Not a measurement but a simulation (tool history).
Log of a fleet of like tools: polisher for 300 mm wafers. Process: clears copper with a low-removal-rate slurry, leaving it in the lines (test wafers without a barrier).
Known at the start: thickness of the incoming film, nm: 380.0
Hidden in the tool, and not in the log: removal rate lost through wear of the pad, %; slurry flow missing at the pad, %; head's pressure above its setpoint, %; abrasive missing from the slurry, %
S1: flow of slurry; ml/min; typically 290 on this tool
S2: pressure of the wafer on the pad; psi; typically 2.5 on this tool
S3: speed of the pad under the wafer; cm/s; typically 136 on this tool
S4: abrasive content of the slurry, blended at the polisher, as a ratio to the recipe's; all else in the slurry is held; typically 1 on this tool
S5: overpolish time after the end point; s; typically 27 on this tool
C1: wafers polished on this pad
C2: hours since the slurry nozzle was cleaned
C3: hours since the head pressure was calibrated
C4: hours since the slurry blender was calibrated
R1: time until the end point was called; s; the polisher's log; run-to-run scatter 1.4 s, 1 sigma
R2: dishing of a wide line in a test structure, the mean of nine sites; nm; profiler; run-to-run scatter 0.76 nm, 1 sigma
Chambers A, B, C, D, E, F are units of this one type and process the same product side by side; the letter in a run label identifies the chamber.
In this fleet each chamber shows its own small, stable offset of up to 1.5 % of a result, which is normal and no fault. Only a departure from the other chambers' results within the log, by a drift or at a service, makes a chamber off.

run	hour	S1	S2	S3	S4	S5	C1	C2	C3	C4	R1	R2
1B	6	290	2.5	136	1	27	907	212.6	29.4	105.6	135.25	39.818
# hour 9: chamber B: worn pad replaced by a new one
# hour 11.9: chamber C: head pressure recalibrated
# hour 12.6: chamber D: worn pad replaced by a new one
2E	13.6	290	2.5	136	1	27	1405	190	601.8	165.4	132.86	40.058
3A	19	290	2.5	136	1	27	779	244.6	613.3	49.1	131.99	39.941
# hour 23.4: chamber B: slurry blender recalibrated
4F	26.7	290	2.5	136	1	27	412	45.1	159.6	336.8	137.02	40.979
# hour 27.7: chamber E: worn pad replaced by a new one
# hour 29.8: chamber F: slurry blender recalibrated
5D	39.1	290	2.5	120	1	27	144	392.1	546.8	326.7	152.78	37.343
# hour 48.8: chamber D: slurry blender recalibrated
6C	49.9	290	2.5	120	1	27	363	71.5	38	237.6	153.05	38.152
7A	56.6	290	2.5	120	1	27	983	282.2	650.9	86.7	153.28	37.935
8E	69.2	290	2.5	120	1	27	226	245.6	657.4	221	155.82	37.058
# hour 73.8: chamber A: worn pad replaced by a new one
9C	80.9	290	2.5	120	1	27	532	102.5	69	268.6	154.44	36.993
# hour 91.3: chamber A: slurry nozzle cleaned
10D	92	290	2.5	120	1	27	431	445	599.7	43.3	153.28	37.542
11F	101.1	290	2.5	136	1	27	816	119.5	234	71.4	135.69	41.621
# hour 103.6: chamber B: slurry nozzle cleaned
# hour 106.1: chamber F: worn pad replaced by a new one
12B	109.2	290	2.5	136	1	27	544	5.6	132.6	85.8	131.1	41.323
13A	114.7	290	2.5	136	1	27	222	23.4	709	144.8	133.52	40.845
# hour 118.8: chamber E: slurry blender recalibrated
# hour 119: chamber D: worn pad replaced by a new one
14F	124.1	290	2.5	136	1	27	98	142.5	257	94.4	132.81	40.022
15D	135.2	290	2.5	136	1	27	88	488.2	642.9	86.5	133.09	40.854
# hour 137.4: chamber A: head pressure recalibrated
# hour 144.1: chamber B: worn pad replaced by a new one
16B	145.2	290	2.5	136	1	27	6	41.6	168.6	121.8	132.32	41.396
# hour 151.3: chamber A: slurry blender recalibrated
17C	151.6	290	2.5	136	1	27	916	173.2	139.7	339.3	137.44	41.397
# hour 157.3: chamber D: head pressure recalibrated
# hour 159.8: chamber D: slurry nozzle cleaned
18E	161.7	290	2.5	136	1	27	728	338.1	749.9	42.9	134.47	40.427
# hour 167.6: chamber C: worn pad replaced by a new one
19E	170.4	290	2.5	136	1	27	775	346.8	758.6	51.6	134.4	40.552
20F	176.6	290	2.5	136	1	27	383	195	309.5	146.9	135.73	39.21
# hour 177.8: chamber B: slurry blender recalibrated
21A	185.2	290	2.5	136	1	27	605	93.9	47.8	33.9	128.5	42.638
# hour 188.2: chamber C: slurry blender recalibrated
22D	195.5	290	2.5	136	0.7	27	415	35.8	38.3	146.8	144.28	38.151
23B	206.8	290	2.5	136	0.7	27	340	103.2	230.2	29.1	145.42	38.969
# hour 213.2: chamber D: worn pad replaced by a new one
24C	214.3	290	2.5	136	0.7	27	254	235.9	202.4	26.2	142.9	39.656
25D	225.8	290	2.5	136	0.7	27	68	66.1	68.6	177.1	145.18	39.303
26F	236.3	290	2.5	136	0.7	27	707	254.7	369.2	206.6	145.62	39.165
# hour 238.7: chamber A: worn pad replaced by a new one
# hour 243.1: chamber F: worn pad replaced by a new one
27A	244.7	290	2.5	136	0.7	27	32	153.4	107.3	93.4	138.83	39.8
# hour 249: chamber E: slurry nozzle cleaned
28B	252.9	290	2.5	136	1	27	591	149.3	276.3	75.2	133	40.307
29C	259.8	290	2.5	178	1	27	501	281.4	247.9	71.7	100.48	48.824
30E	270.4	290	2.5	178	1	27	1319	21.4	858.6	151.6	104.09	47.755
# hour 279.5: chamber C: slurry nozzle cleaned
31F	279.8	290	2.5	178	1	27	199	298.2	412.7	250.1	102.56	46.573
32B	286.5	290	2.5	178	1	27	773	182.9	309.9	108.8	102.29	46.436
33E	295.2	290	2.5	178	1	27	1454	46.2	883.4	176.4	102.49	46.889
34D	305.6	290	2.5	178	1	27	502	145.9	148.4	256.9	102.39	46.926
35A	312.1	290	2.5	136	1	27	398	220.8	174.7	160.8	124.99	42.586
36C	324.1	290	2.5	136	1	43	850	44.6	312.2	136	132.05	52.979

Next, every chamber runs the same settings. What will each give?
37A	333.1	290	2.5	136	1	27					?	?
37B	333.1	290	2.5	136	1	27					?	?
37C	333.1	290	2.5	136	1	27					?	?
37D	333.1	290	2.5	136	1	27					?	?
37E	333.1	290	2.5	136	1	27					?	?
37F	333.1	290	2.5	136	1	27					?	?

run	R1	R2
37A	125.16	42.31
37B	133.82	40.517
37C	136.17	40.557
37D	136.03	40.405
37E	134.81	41.21
37F	134.33	38.93
